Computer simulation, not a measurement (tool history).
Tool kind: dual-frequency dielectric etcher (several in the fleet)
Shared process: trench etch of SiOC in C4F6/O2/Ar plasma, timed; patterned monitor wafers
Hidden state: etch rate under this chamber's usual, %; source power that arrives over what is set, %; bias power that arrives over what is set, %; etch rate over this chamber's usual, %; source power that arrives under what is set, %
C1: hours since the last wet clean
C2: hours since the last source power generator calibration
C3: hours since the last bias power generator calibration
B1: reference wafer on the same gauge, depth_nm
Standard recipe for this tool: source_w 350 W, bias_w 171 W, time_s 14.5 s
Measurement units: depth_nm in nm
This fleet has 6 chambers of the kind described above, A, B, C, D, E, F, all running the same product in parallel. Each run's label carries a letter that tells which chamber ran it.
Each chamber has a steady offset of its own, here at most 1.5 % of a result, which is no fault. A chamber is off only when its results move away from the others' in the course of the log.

{"run": "1A", "day": 0.392, "source_w": 350, "bias_w": 171, "time_s": 14.5, "C1": 204.4, "C2": 1110.4, "C3": 1425.9, "B1": 28.806, "depth_nm": 28.123}
{"run": "2B", "day": 0.596, "source_w": 350, "bias_w": 171, "time_s": 14.5, "C1": 378.8, "C2": 2703.9, "C3": 31.7, "B1": 28.794, "depth_nm": 27.714}
{"run": "3F", "day": 0.925, "source_w": 350, "bias_w": 171, "time_s": 14.5, "C1": 225.2, "C2": 3688.9, "C3": 1408.6, "B1": 28.82, "depth_nm": 27.903}
{"run": "4E", "day": 1.162, "source_w": 350, "bias_w": 171, "time_s": 14.5, "C1": 243.7, "C2": 632.4, "C3": 1888.5, "B1": 28.828, "depth_nm": 28.067}
{"run": "5C", "day": 1.417, "source_w": 350, "bias_w": 171, "time_s": 14.5, "C1": 79.3, "C2": 837.6, "C3": 439.1, "B1": 28.814, "depth_nm": 28.151}
{"run": "6D", "day": 1.796, "source_w": 350, "bias_w": 171, "time_s": 14.5, "C1": 500.5, "C2": 1571.9, "C3": 1510.9, "B1": 28.823, "depth_nm": 28.225}
{"run": "7B", "day": 2.138, "source_w": 350, "bias_w": 171, "time_s": 14.5, "C1": 415.8, "C2": 2740.9, "C3": 68.7, "B1": 28.833, "depth_nm": 27.826}
{"run": "8E", "day": 2.471, "source_w": 350, "bias_w": 171, "time_s": 14.5, "C1": 275.1, "C2": 663.8, "C3": 1919.9, "B1": 28.848, "depth_nm": 28.061}
{"run": "9C", "day": 2.875, "source_w": 350, "bias_w": 171, "time_s": 14.5, "C1": 114.3, "C2": 872.6, "C3": 474.1, "B1": 28.854, "depth_nm": 28.261}
{"run": "10A", "day": 3.25, "source_w": 350, "bias_w": 171, "time_s": 14.5, "C1": 273.0, "C2": 1179.0, "C3": 1494.5, "B1": 28.851, "depth_nm": 28.192}
{"run": "11F", "day": 3.467, "source_w": 350, "bias_w": 171, "time_s": 14.5, "C1": 286.2, "C2": 3749.9, "C3": 1469.6, "B1": 28.87, "depth_nm": 27.925}
{"day": 3.471, "done": "chamber B: source power generator calibrated"}
{"run": "12D", "day": 3.762, "source_w": 350, "bias_w": 171, "time_s": 14.5, "C1": 547.7, "C2": 1619.1, "C3": 1558.1, "B1": 28.863, "depth_nm": 28.33}
{"run": "13F", "day": 3.946, "source_w": 350, "bias_w": 171, "time_s": 14.5, "C1": 297.7, "C2": 3761.4, "C3": 1481.1, "B1": 28.867, "depth_nm": 28.062}
{"day": 4.133, "done": "chamber B: wet clean of the chamber"}
{"day": 4.146, "done": "chamber D: wet clean of the chamber"}
{"run": "14C", "day": 4.325, "source_w": 280, "bias_w": 171, "time_s": 18.5, "C1": 149.1, "C2": 907.4, "C3": 508.9, "B1": 28.868, "depth_nm": 33.077}
{"run": "15D", "day": 4.538, "source_w": 280, "bias_w": 171, "time_s": 18.5, "C1": 9.4, "C2": 1637.7, "C3": 1576.7, "B1": 28.881, "depth_nm": 33.186}
{"run": "16B", "day": 4.9, "source_w": 280, "bias_w": 171, "time_s": 18.5, "C1": 18.4, "C2": 34.4, "C3": 135.0, "B1": 28.877, "depth_nm": 32.521}
{"run": "17E", "day": 5.162, "source_w": 280, "bias_w": 171, "time_s": 18.5, "C1": 339.7, "C2": 728.4, "C3": 1984.5, "B1": 28.889, "depth_nm": 33.032}
{"run": "18A", "day": 5.5, "source_w": 280, "bias_w": 171, "time_s": 18.5, "C1": 327.0, "C2": 1233.0, "C3": 1548.5, "B1": 28.895, "depth_nm": 32.927}
{"run": "19D", "day": 5.871, "source_w": 280, "bias_w": 171, "time_s": 18.5, "C1": 41.4, "C2": 1669.7, "C3": 1608.7, "B1": 28.887, "depth_nm": 33.07}
{"run": "20A", "day": 6.138, "source_w": 350, "bias_w": 171, "time_s": 14.5, "C1": 342.3, "C2": 1248.3, "C3": 1563.8, "B1": 28.909, "depth_nm": 28.217}
{"run": "21C", "day": 6.429, "source_w": 350, "bias_w": 171, "time_s": 14.5, "C1": 199.6, "C2": 957.9, "C3": 559.4, "B1": 28.901, "depth_nm": 28.324}
{"run": "22F", "day": 6.817, "source_w": 350, "bias_w": 171, "time_s": 14.5, "C1": 366.6, "C2": 3830.3, "C3": 1550.0, "B1": 28.909, "depth_nm": 28.082}
{"run": "23E", "day": 7.075, "source_w": 350, "bias_w": 171, "time_s": 14.5, "C1": 385.6, "C2": 774.3, "C3": 2030.4, "B1": 28.909, "depth_nm": 28.243}
{"run": "24B", "day": 7.392, "source_w": 350, "bias_w": 171, "time_s": 14.5, "C1": 78.2, "C2": 94.2, "C3": 194.8, "B1": 28.915, "depth_nm": 27.939}
{"day": 7.404, "done": "chamber D: source power generator calibrated"}
{"run": "25F", "day": 7.721, "source_w": 350, "bias_w": 171, "time_s": 14.5, "C1": 388.3, "C2": 3852.0, "C3": 1571.7, "B1": 28.92, "depth_nm": 28.032}
{"run": "26E", "day": 8.112, "source_w": 350, "bias_w": 171, "time_s": 14.5, "C1": 410.5, "C2": 799.2, "C3": 2055.3, "B1": 28.925, "depth_nm": 28.193}
{"run": "27C", "day": 8.346, "source_w": 350, "bias_w": 171, "time_s": 14.5, "C1": 245.6, "C2": 1003.9, "C3": 605.4, "B1": 28.934, "depth_nm": 28.385}
{"run": "28B", "day": 8.542, "source_w": 350, "bias_w": 171, "time_s": 14.5, "C1": 105.8, "C2": 121.8, "C3": 222.4, "B1": 28.938, "depth_nm": 27.911}
{"run": "29A", "day": 8.917, "source_w": 350, "bias_w": 171, "time_s": 14.5, "C1": 409.0, "C2": 1315.0, "C3": 1630.5, "B1": 28.947, "depth_nm": 28.227}
{"run": "30D", "day": 9.271, "source_w": 350, "bias_w": 171, "time_s": 14.5, "C1": 123.0, "C2": 44.8, "C3": 1690.3, "B1": 28.961, "depth_nm": 28.432}
{"run": "31B", "day": 9.458, "source_w": 350, "bias_w": 171, "time_s": 14.5, "C1": 127.8, "C2": 143.8, "C3": 244.4, "B1": 28.946, "depth_nm": 27.991}
{"run": "32F", "day": 9.75, "source_w": 350, "bias_w": 171, "time_s": 14.5, "C1": 437.0, "C2": 3900.7, "C3": 1620.4, "B1": 28.953, "depth_nm": 28.09}
{"run": "33D", "day": 9.942, "source_w": 350, "bias_w": 171, "time_s": 14.5, "C1": 139.1, "C2": 60.9, "C3": 1706.4, "B1": 28.962, "depth_nm": 28.413}
{"run": "34E", "day": 10.308, "source_w": 350, "bias_w": 171, "time_s": 14.5, "C1": 463.2, "C2": 851.9, "C3": 2108.0, "B1": 28.969, "depth_nm": 28.187}
{"day": 10.362, "done": "chamber F: wet clean of the chamber"}
{"run": "35A", "day": 10.692, "source_w": 350, "bias_w": 171, "time_s": 14.5, "C1": 451.6, "C2": 1357.6, "C3": 1673.1, "B1": 28.966, "depth_nm": 28.238}
{"run": "36C", "day": 10.904, "source_w": 350, "bias_w": 171, "time_s": 14.5, "C1": 307.0, "C2": 1065.3, "C3": 666.8, "B1": 28.978, "depth_nm": 28.405}
{"run": "37B", "day": 11.296, "source_w": 350, "bias_w": 171, "time_s": 14.5, "C1": 171.9, "C2": 187.9, "C3": 288.5, "B1": 28.982, "depth_nm": 27.947}
{"run": "38E", "day": 11.658, "source_w": 350, "bias_w": 171, "time_s": 14.5, "C1": 495.6, "C2": 884.3, "C3": 2140.4, "B1": 28.993, "depth_nm": 28.29}
{"run": "39F", "day": 11.921, "source_w": 350, "bias_w": 171, "time_s": 14.5, "C1": 37.5, "C2": 3952.8, "C3": 1672.5, "B1": 28.989, "depth_nm": 28.169}
{"run": "40C", "day": 12.15, "source_w": 350, "bias_w": 171, "time_s": 14.5, "C1": 336.9, "C2": 1095.2, "C3": 696.7, "B1": 29.003, "depth_nm": 28.505}

Next, all 6 chambers run the settings below, one line each with question marks for the results. What does each chamber give?
{"run": "41A", "day": 12.442, "source_w": 300, "bias_w": 171, "time_s": 14.5, "depth_nm": "?"}
{"run": "41B", "day": 12.442, "source_w": 300, "bias_w": 171, "time_s": 14.5, "depth_nm": "?"}
{"run": "41C", "day": 12.442, "source_w": 300, "bias_w": 171, "time_s": 14.5, "depth_nm": "?"}
{"run": "41D", "day": 12.442, "source_w": 300, "bias_w": 171, "time_s": 14.5, "depth_nm": "?"}
{"run": "41E", "day": 12.442, "source_w": 300, "bias_w": 171, "time_s": 14.5, "depth_nm": "?"}
{"run": "41F", "day": 12.442, "source_w": 300, "bias_w": 171, "time_s": 14.5, "depth_nm": "?"}

run=41A depth_nm=26.688
run=41B depth_nm=26.427
run=41C depth_nm=26.678
run=41D depth_nm=26.840
run=41E depth_nm=26.654
run=41F depth_nm=26.450
